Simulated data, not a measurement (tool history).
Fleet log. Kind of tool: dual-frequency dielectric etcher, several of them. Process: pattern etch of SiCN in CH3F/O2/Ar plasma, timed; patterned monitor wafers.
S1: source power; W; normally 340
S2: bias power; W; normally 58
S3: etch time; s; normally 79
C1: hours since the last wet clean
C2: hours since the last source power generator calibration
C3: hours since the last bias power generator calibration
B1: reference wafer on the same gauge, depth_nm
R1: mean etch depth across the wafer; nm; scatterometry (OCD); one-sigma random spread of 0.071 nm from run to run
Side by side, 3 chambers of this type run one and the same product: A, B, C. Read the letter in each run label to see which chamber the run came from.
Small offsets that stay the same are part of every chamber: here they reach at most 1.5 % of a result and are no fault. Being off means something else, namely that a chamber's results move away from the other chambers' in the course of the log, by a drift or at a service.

{"run": "1B", "hour": 4.6, "S1": 340, "S2": 58, "S3": 79, "C1": 46.0, "C2": 1624.9, "C3": 2449.6, "B1": 23.912, "R1": 25.773}
{"run": "2C", "hour": 9.5, "S1": 340, "S2": 58, "S3": 79, "C1": 186.0, "C2": 1945.8, "C3": 1469.6, "B1": 23.914, "R1": 26.116}
{"run": "3A", "hour": 16.7, "S1": 340, "S2": 58, "S3": 79, "C1": 95.9, "C2": 212.0, "C3": 2214.0, "B1": 23.907, "R1": 25.478}
{"run": "4C", "hour": 21.5, "S1": 340, "S2": 58, "S3": 79, "C1": 198.0, "C2": 1957.8, "C3": 1481.6, "B1": 23.9, "R1": 26.169}
{"run": "5A", "hour": 24.9, "S1": 340, "S2": 58, "S3": 79, "C1": 104.1, "C2": 220.2, "C3": 2222.2, "B1": 23.895, "R1": 25.731}
{"run": "6B", "hour": 29.8, "S1": 340, "S2": 58, "S3": 79, "C1": 71.2, "C2": 1650.1, "C3": 2474.8, "B1": 23.898, "R1": 25.708}
{"run": "7C", "hour": 37.1, "S1": 340, "S2": 58, "S3": 79, "C1": 213.6, "C2": 1973.4, "C3": 1497.2, "B1": 23.887, "R1": 26.191}
{"run": "8A", "hour": 42.6, "S1": 340, "S2": 58, "S3": 79, "C1": 121.8, "C2": 237.9, "C3": 2239.9, "B1": 23.895, "R1": 25.638}
{"run": "9B", "hour": 48.9, "S1": 340, "S2": 58, "S3": 79, "C1": 90.3, "C2": 1669.2, "C3": 2493.9, "B1": 23.889, "R1": 25.885}
{"run": "10C", "hour": 53.6, "S1": 290, "S2": 58, "S3": 79, "C1": 230.1, "C2": 1989.9, "C3": 1513.7, "B1": 23.898, "R1": 24.898}
{"run": "11B", "hour": 59.2, "S1": 290, "S2": 58, "S3": 79, "C1": 100.6, "C2": 1679.5, "C3": 2504.2, "B1": 23.88, "R1": 24.264}
{"run": "12A", "hour": 63.3, "S1": 290, "S2": 58, "S3": 79, "C1": 142.5, "C2": 258.6, "C3": 2260.6, "B1": 23.904, "R1": 24.153}
{"run": "13C", "hour": 70.2, "S1": 340, "S2": 58, "S3": 79, "C1": 246.7, "C2": 2006.5, "C3": 1530.3, "B1": 23.891, "R1": 26.541}
{"run": "14A", "hour": 78.0, "S1": 340, "S2": 58, "S3": 79, "C1": 157.2, "C2": 273.3, "C3": 2275.3, "B1": 23.907, "R1": 25.573}
{"run": "15B", "hour": 82.5, "S1": 340, "S2": 58, "S3": 79, "C1": 123.9, "C2": 1702.8, "C3": 2527.5, "B1": 23.897, "R1": 25.687}
{"run": "16C", "hour": 88.9, "S1": 340, "S2": 58, "S3": 79, "C1": 265.4, "C2": 2025.2, "C3": 1549.0, "B1": 23.911, "R1": 26.754}
{"run": "17B", "hour": 95.0, "S1": 340, "S2": 58, "S3": 79, "C1": 136.4, "C2": 1715.3, "C3": 2540.0, "B1": 23.889, "R1": 25.921}
{"run": "18A", "hour": 99.4, "S1": 340, "S2": 58, "S3": 79, "C1": 178.6, "C2": 294.7, "C3": 2296.7, "B1": 23.92, "R1": 25.527}
{"run": "19B", "hour": 106.2, "S1": 340, "S2": 58, "S3": 79, "C1": 147.6, "C2": 1726.5, "C3": 2551.2, "B1": 23.893, "R1": 25.869}
{"run": "20C", "hour": 113.5, "S1": 340, "S2": 58, "S3": 79, "C1": 290.0, "C2": 2049.8, "C3": 1573.6, "B1": 23.903, "R1": 26.844}
{"run": "21A", "hour": 121.3, "S1": 340, "S2": 58, "S3": 79, "C1": 200.5, "C2": 316.6, "C3": 2318.6, "B1": 23.911, "R1": 25.605}
{"run": "22A", "hour": 127.1, "S1": 340, "S2": 58, "S3": 79, "C1": 206.3, "C2": 322.4, "C3": 2324.4, "B1": 23.907, "R1": 25.671}
{"run": "23B", "hour": 131.7, "S1": 340, "S2": 58, "S3": 79, "C1": 173.1, "C2": 1752.0, "C3": 2576.7, "B1": 23.922, "R1": 25.818}
{"run": "24C", "hour": 136.7, "S1": 340, "S2": 58, "S3": 79, "C1": 313.2, "C2": 2073.0, "C3": 1596.8, "B1": 23.892, "R1": 26.975}

Has any chamber moved away from the others, gradually or after a service, or does the common gauge drift, or do the chambers differ only by their own small steady offsets? State the chamber and the most likely cause if one applies.

One chamber, C, drifts off from the rest bit by bit.
Likeliest cause: etch rate over this chamber's usual, % = 3.34.

Which of the 4 candidates below, each the usual settings with something changed and its results left as question marks, puts chamber C back in line with what the other chambers give on the usual settings?
To be in line, a result may differ from the other chambers' mean on the usual settings by at most: R1 0.250 nm
{"run": "25C-1", "hour": 142.4, "S1": 340, "S2": 58, "S3": 83.0, "R1": "?"}
{"run": "25C-2", "hour": 142.4, "S1": 340, "S2": 50, "S3": 79.0, "R1": "?"}
{"run": "25C-3", "hour": 142.4, "S1": 350, "S2": 59, "S3": 86.5, "R1": "?"}
{"run": "25C-4", "hour": 142.4, "S1": 340, "S2": 57, "S3": 71.0, "R1": "?"}

The other chambers' mean on the usual settings: R1 25.712 nm
run=25C-1 R1=28.416
run=25C-2 R1=25.753
run=25C-3 R1=30.116
run=25C-4 R1=24.166
Change 25C-2 lands the chamber within the allowed miss of the other chambers.

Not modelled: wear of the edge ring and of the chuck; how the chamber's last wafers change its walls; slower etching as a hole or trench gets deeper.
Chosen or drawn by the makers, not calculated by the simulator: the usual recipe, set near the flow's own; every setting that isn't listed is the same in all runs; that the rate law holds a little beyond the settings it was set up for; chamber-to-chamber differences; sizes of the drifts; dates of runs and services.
